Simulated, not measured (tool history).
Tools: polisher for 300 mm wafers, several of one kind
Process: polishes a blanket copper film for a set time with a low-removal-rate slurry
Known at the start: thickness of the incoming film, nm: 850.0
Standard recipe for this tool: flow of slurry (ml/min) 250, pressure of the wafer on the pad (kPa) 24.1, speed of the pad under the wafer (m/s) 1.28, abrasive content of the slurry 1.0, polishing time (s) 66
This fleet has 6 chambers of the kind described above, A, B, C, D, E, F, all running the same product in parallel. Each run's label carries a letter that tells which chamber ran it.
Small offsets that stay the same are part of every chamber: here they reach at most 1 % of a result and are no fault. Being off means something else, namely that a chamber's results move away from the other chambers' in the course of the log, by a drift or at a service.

run,hour,flow of slurry (ml/min),pressure of the wafer on the pad (kPa),speed of the pad under the wafer (m/s),abrasive content of the slurry,polishing time (s),film removed (angstrom)
1A,7.6,250,24.1,1.28,1.0,66,2641.7
# hour 12.1: chamber C: worn pad replaced by a new one
2F,20.6,250,24.1,1.28,1.0,66,2654.7
# hour 21.6: chamber C: slurry blender recalibrated
# hour 21.8: chamber A: slurry nozzle cleaned
3C,28.6,250,24.1,1.28,1.0,66,2587.3
# hour 31.4: chamber E: slurry blender recalibrated
4B,34.6,250,24.1,1.28,1.0,66,2585.2
# hour 38.5: chamber D: slurry blender recalibrated
5D,47.1,250,24.1,1.28,1.0,66,2557.6
# hour 50.2: chamber A: worn pad replaced by a new one
6E,55.7,250,24.1,1.28,1.0,66,2569.0
# hour 63.5: chamber F: worn pad replaced by a new one
7A,66.1,250,24.1,1.28,1.0,66,2595.8
8E,75.2,250,24.1,1.28,1.0,66,2619.6
9C,84.1,250,24.1,1.28,1.0,66,2531.9
# hour 87.4: chamber B: worn pad replaced by a new one
10D,94.6,250,24.1,1.28,1.0,66,2571.6
11F,106.4,250,24.1,1.28,1.0,66,2635.2
12B,117.3,250,24.1,1.28,1.0,66,2601.5
# hour 122.4: chamber A: worn pad replaced by a new one
13B,129.8,250,24.1,1.28,1.0,66,2586.9
# hour 130.1: chamber E: worn pad replaced by a new one
14E,139.5,250,24.1,1.28,1.0,66,2597.4
# hour 140.5: chamber F: worn pad replaced by a new one
# hour 145.3: chamber B: slurry blender recalibrated
15A,147.0,250,24.1,1.28,1.0,66,2633.9
# hour 148.3: chamber F: head pressure recalibrated
# hour 158.2: chamber D: worn pad replaced by a new one
16F,159.6,250,24.1,1.28,1.0,66,2561.4
17D,168.8,250,24.1,1.28,1.0,66,2581.8
# hour 180.9: chamber B: slurry nozzle cleaned
18C,181.5,250,24.1,1.28,1.0,66,2607.0
# hour 185.1: chamber C: head pressure recalibrated
# hour 188.7: chamber C: worn pad replaced by a new one
19F,192.5,250,24.1,1.28,1.0,66,2586.8
# hour 197.7: chamber A: worn pad replaced by a new one
20C,200.0,250,24.1,1.28,1.0,66,2613.0
21B,207.1,250,18.6,1.28,1.0,59,1824.6
# hour 212.2: chamber B: worn pad replaced by a new one
22A,213.6,250,18.6,1.28,1.0,59,1734.6
# hour 214.6: chamber F: worn pad replaced by a new one
23E,221.1,250,18.6,1.28,1.0,59,1781.2
# hour 222.1: chamber F: slurry blender recalibrated
# hour 230.9: chamber E: slurry blender recalibrated
24D,233.3,250,18.6,1.28,1.0,59,1824.7
25E,243.0,250,18.6,1.28,1.0,59,1851.1
26A,251.6,250,18.6,1.28,1.0,59,1764.5
# hour 256.8: chamber A: head pressure recalibrated
27F,262.3,250,24.1,1.28,1.0,66,2612.0
28B,272.9,250,24.1,1.28,1.0,47,1866.2
# hour 277.7: chamber A: worn pad replaced by a new one
# hour 280.4: chamber D: slurry blender recalibrated
29C,280.6,250,24.1,1.28,1.0,47,1850.1
30D,290.5,250,24.1,1.28,1.0,47,1847.5
31A,297.1,250,24.1,1.28,1.0,47,1752.2
# hour 303.0: chamber F: worn pad replaced by a new one
32E,309.4,250,24.1,1.28,1.0,47,1844.1
# hour 318.4: chamber B: worn pad replaced by a new one
33B,320.3,250,24.1,1.28,1.0,47,1847.3
34D,329.7,250,24.1,1.28,1.0,66,2517.1
# hour 331.3: chamber E: worn pad replaced by a new one
35C,338.0,250,24.1,1.28,1.0,66,2522.4
# hour 340.5: chamber D: worn pad replaced by a new one
36F,345.3,250,24.1,1.28,1.0,66,2570.3
# hour 350.2: chamber C: slurry blender recalibrated
37B,351.5,250,24.1,1.28,1.0,66,2567.3
38F,361.9,250,24.1,1.28,1.0,66,2563.7
# hour 366.3: chamber A: worn pad replaced by a new one
# hour 370.9: chamber C: worn pad replaced by a new one
39C,374.7,250,24.1,1.28,1.0,66,2596.9
40E,380.9,250,24.1,1.28,1.0,66,2606.1
41A,387.2,250,24.1,1.28,1.2,66,2477.9
# hour 389.7: chamber C: slurry nozzle cleaned
42D,396.9,250,24.1,1.28,1.2,66,2655.6
43C,407.6,250,24.1,1.28,1.2,66,2705.5

Decide between three cases: one chamber stands off from its peers, the gauge reading all wafers drifts, or nothing is wrong past each chamber's small offset. Where a chamber is off, say which and what most likely put it there.

It is chamber A that slowly wanders off from its peers.
What lies behind it: abrasive missing from the slurry, % = 34.2.

Below are 4 candidate recipes for chamber A's next run, each the usual settings with a change, their results shown as question marks. Which of them brings A's results back in line with what the other chambers give on the usual settings?
In-line tolerance around the mean of the other chambers on the usual settings: film removed (angstrom) 120.0
44A-1,416.9,250,23.4,1.22,1.0,66,?
44A-2,416.9,250,24.8,1.32,1.0,68,?
44A-3,416.9,250,24.1,1.18,1.0,60,?
44A-4,416.9,250,24.1,1.38,1.0,72,?

The mean the other chambers reach with the usual settings: film removed (angstrom) 2587.0
run,film removed (angstrom)
44A-1,2201.5
44A-2,2601.9
44A-3,1992.3
44A-4,2801.1
44A-2 brings the chamber back in line.
